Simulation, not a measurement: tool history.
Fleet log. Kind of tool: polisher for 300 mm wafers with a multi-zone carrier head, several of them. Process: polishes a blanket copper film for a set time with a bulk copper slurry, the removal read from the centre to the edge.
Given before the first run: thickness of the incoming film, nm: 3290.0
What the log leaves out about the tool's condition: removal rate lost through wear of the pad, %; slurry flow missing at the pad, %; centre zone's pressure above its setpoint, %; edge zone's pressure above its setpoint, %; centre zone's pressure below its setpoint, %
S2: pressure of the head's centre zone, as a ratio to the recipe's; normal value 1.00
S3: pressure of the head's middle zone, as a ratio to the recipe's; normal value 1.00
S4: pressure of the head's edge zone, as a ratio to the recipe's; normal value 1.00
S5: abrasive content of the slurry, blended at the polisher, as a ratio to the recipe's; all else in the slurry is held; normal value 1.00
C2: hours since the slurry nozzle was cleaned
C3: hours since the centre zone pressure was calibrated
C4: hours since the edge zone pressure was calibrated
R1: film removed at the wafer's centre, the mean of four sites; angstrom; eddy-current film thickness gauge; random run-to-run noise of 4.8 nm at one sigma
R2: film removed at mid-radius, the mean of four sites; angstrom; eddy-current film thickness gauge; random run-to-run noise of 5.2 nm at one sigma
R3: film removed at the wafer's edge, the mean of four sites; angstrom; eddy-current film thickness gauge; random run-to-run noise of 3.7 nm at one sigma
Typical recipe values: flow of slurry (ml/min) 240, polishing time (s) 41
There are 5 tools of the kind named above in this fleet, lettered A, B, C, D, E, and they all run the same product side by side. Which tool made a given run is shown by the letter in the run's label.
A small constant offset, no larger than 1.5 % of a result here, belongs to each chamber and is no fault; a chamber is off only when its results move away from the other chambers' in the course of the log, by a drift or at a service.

Run 1C, hour 8.2: usual settings; wafers polished on this pad 482; C2 148.7; C3 505.2; C4 110.7. Result: R1 4308.9 angstrom, R2 4141.5 angstrom, R3 4272.1 angstrom.
At hour 11.9: chamber A: edge zone pressure recalibrated.
Run 2B, hour 18.0: usual settings; wafers polished on this pad 988; C2 229.7; C3 358.0; C4 785.9. Result: R1 4131.2 angstrom, R2 4187.5 angstrom, R3 4181.4 angstrom.
Run 3E, hour 26.8: usual settings; wafers polished on this pad 1618; C2 646.8; C3 236.7; C4 378.8. Result: R1 4133.8 angstrom, R2 4131.3 angstrom, R3 4110.8 angstrom.
At hour 27.5: chamber E: worn pad replaced by a new one.
Run 4A, hour 32.3: usual settings; wafers polished on this pad 593; C2 217.5; C3 913.5; C4 20.5. Result: R1 4117.1 angstrom, R2 4136.2 angstrom, R3 4096.3 angstrom.
Run 5D, hour 41.7: usual settings; wafers polished on this pad 561; C2 115.1; C3 560.7; C4 255.6. Result: R1 4126.2 angstrom, R2 4175.3 angstrom, R3 4119.7 angstrom.
Run 6A, hour 50.8: usual settings; wafers polished on this pad 730; C2 236.0; C3 932.0; C4 39.0. Result: R1 4108.6 angstrom, R2 4112.3 angstrom, R3 4186.1 angstrom.
Run 7D, hour 60.0: usual settings but S2 0.88, S4 0.92; wafers polished on this pad 696; C2 133.4; C3 579.0; C4 273.9. Result: R1 3521.5 angstrom, R2 4182.1 angstrom, R3 3965.7 angstrom.
At hour 66.1: chamber D: worn pad replaced by a new one.
Run 8C, hour 67.9: usual settings but S2 0.88, S4 0.92; wafers polished on this pad 922; C2 208.4; C3 564.9; C4 170.4. Result: R1 3597.1 angstrom, R2 4185.6 angstrom, R3 3952.7 angstrom.
Run 9E, hour 76.4: usual settings but S2 0.88, S4 0.92; wafers polished on this pad 360; C2 696.4; C3 286.3; C4 428.4. Result: R1 3539.3 angstrom, R2 4180.1 angstrom, R3 3956.8 angstrom.
Run 10B, hour 82.8: usual settings but S2 0.88, S4 0.92; wafers polished on this pad 1466; C2 294.5; C3 422.8; C4 850.7. Result: R1 3570.7 angstrom, R2 4114.6 angstrom, R3 3944.6 angstrom.
At hour 83.3: chamber A: worn pad replaced by a new one.
At hour 90.4: chamber B: worn pad replaced by a new one.
At hour 91.8: chamber C: worn pad replaced by a new one.
Run 11B, hour 93.5: usual settings but S2 0.88, S4 0.92; wafers polished on this pad 23; C2 305.2; C3 433.5; C4 861.4. Result: R1 3577.4 angstrom, R2 4193.1 angstrom, R3 3953.3 angstrom.
Run 12D, hour 100.9: usual settings; wafers polished on this pad 257; C2 174.3; C3 619.9; C4 314.8. Result: R1 4015.2 angstrom, R2 4141.3 angstrom, R3 4191.4 angstrom.
Run 13A, hour 105.9: usual settings; wafers polished on this pad 166; C2 291.1; C3 987.1; C4 94.1. Result: R1 4117.7 angstrom, R2 4153.4 angstrom, R3 4112.7 angstrom.
Run 14C, hour 116.0: usual settings but S3 0.91, S5 0.85; wafers polished on this pad 178; C2 256.5; C3 613.0; C4 218.5. Result: R1 4052.4 angstrom, R2 3821.3 angstrom, R3 4007.4 angstrom.
At hour 119.0: chamber D: edge zone pressure recalibrated.
Run 15E, hour 123.5: usual settings but S3 0.91, S5 0.85; wafers polished on this pad 708; C2 743.5; C3 333.4; C4 475.5. Result: R1 3987.9 angstrom, R2 3685.7 angstrom, R3 4049.1 angstrom.
At hour 125.8: chamber D: slurry nozzle cleaned.
Run 16A, hour 129.3: usual settings but S3 0.91, S5 0.85; wafers polished on this pad 339; C2 314.5; C3 1010.5; C4 117.5. Result: R1 3956.2 angstrom, R2 3585.2 angstrom, R3 3993.4 angstrom.
Run 17B, hour 135.5: usual settings but S3 0.91, S5 0.85; wafers polished on this pad 332; C2 347.2; C3 475.5; C4 903.4. Result: R1 3998.3 angstrom, R2 3671.3 angstrom, R3 3974.4 angstrom.
Run 18C, hour 146.4: usual settings but S3 0.91, S5 0.85; wafers polished on this pad 402; C2 286.9; C3 643.4; C4 248.9. Result: R1 4053.9 angstrom, R2 3786.0 angstrom, R3 4101.8 angstrom.
Run 19E, hour 152.8: usual settings; wafers polished on this pad 924; C2 772.8; C3 362.7; C4 504.8. Result: R1 4179.0 angstrom, R2 4090.7 angstrom, R3 4164.6 angstrom.
Run 20D, hour 161.4: usual settings; wafers polished on this pad 703; C2 35.7; C3 680.4; C4 42.5. Result: R1 3860.7 angstrom, R2 4228.3 angstrom, R3 4130.5 angstrom.
Run 21D, hour 167.6: usual settings; wafers polished on this pad 748; C2 41.9; C3 686.6; C4 48.7. Result: R1 3839.5 angstrom, R2 4088.8 angstrom, R3 4166.2 angstrom.
At hour 168.5: chamber D: worn pad replaced by a new one.
Run 22A, hour 177.2: usual settings; wafers polished on this pad 692; C2 362.4; C3 1058.4; C4 165.4. Result: R1 4111.2 angstrom, R2 4235.7 angstrom, R3 4199.1 angstrom.
Run 23C, hour 184.4: usual settings; wafers polished on this pad 682; C2 324.9; C3 681.4; C4 286.9. Result: R1 4138.3 angstrom, R2 4109.8 angstrom, R3 4141.8 angstrom.
Run 24B, hour 190.1: usual settings; wafers polished on this pad 735; C2 401.8; C3 530.1; C4 958.0. Result: R1 4184.2 angstrom, R2 4091.7 angstrom, R3 4145.8 angstrom.
At hour 195.0: chamber C: slurry nozzle cleaned.
Run 25E, hour 197.1: usual settings; wafers polished on this pad 1250; C2 817.1; C3 407.0; C4 549.1. Result: R1 4179.7 angstrom, R2 4171.1 angstrom, R3 4128.6 angstrom.
Run 26D, hour 205.4: usual settings; wafers polished on this pad 272; C2 79.7; C3 724.4; C4 86.5. Result: R1 3691.4 angstrom, R2 4219.7 angstrom, R3 4093.6 angstrom.
At hour 210.5: chamber E: worn pad replaced by a new one.
Run 27E, hour 212.2: usual settings; wafers polished on this pad 12; C2 832.2; C3 422.1; C4 564.2. Result: R1 4120.1 angstrom, R2 4079.5 angstrom, R3 4087.4 angstrom.
Run 28A, hour 223.3: usual settings but flow of slurry (ml/min) 205, S3 1.10; wafers polished on this pad 1032; C2 408.5; C3 1104.5; C4 211.5. Result: R1 3976.9 angstrom, R2 4364.2 angstrom, R3 4154.3 angstrom.
At hour 224.5: chamber B: slurry nozzle cleaned.
At hour 229.3: chamber C: worn pad replaced by a new one.
Run 29C, hour 231.1: usual settings but flow of slurry (ml/min) 205, S3 1.10; wafers polished on this pad 13; C2 36.2; C3 728.1; C4 333.6. Result: R1 4108.5 angstrom, R2 4483.6 angstrom, R3 4137.9 angstrom.
Run 30B, hour 241.4: usual settings but flow of slurry (ml/min) 205, S3 1.10; wafers polished on this pad 1113; C2 16.9; C3 581.4; C4 1009.3. Result: R1 4007.9 angstrom, R2 4540.5 angstrom, R3 4113.9 angstrom.
Run 31B, hour 249.1: usual settings but flow of slurry (ml/min) 205, S3 1.10; wafers polished on this pad 1170; C2 24.6; C3 589.1; C4 1017.0. Result: R1 4025.8 angstrom, R2 4452.4 angstrom, R3 4058.7 angstrom.

All chambers now run identical settings, listed one chamber a line with results as question marks. What results will each chamber show?
Run 32A, hour 257.2: usual settings but flow of slurry (ml/min) 190. Result: R1 ?, R2 ?, R3 ?.
Run 32B, hour 257.2: usual settings but flow of slurry (ml/min) 190. Result: R1 ?, R2 ?, R3 ?.
Run 32C, hour 257.2: usual settings but flow of slurry (ml/min) 190. Result: R1 ?, R2 ?, R3 ?.
Run 32D, hour 257.2: usual settings but flow of slurry (ml/min) 190. Result: R1 ?, R2 ?, R3 ?.
Run 32E, hour 257.2: usual settings but flow of slurry (ml/min) 190. Result: R1 ?, R2 ?, R3 ?.

run      R1      R2      R3
32A  3938.1  3920.0  4106.1
32B  3978.7  4008.9  4108.3
32C  4030.2  4055.7  4082.8
32D  3412.4  3952.0  4100.6
32E  3964.0  3976.3  4040.7
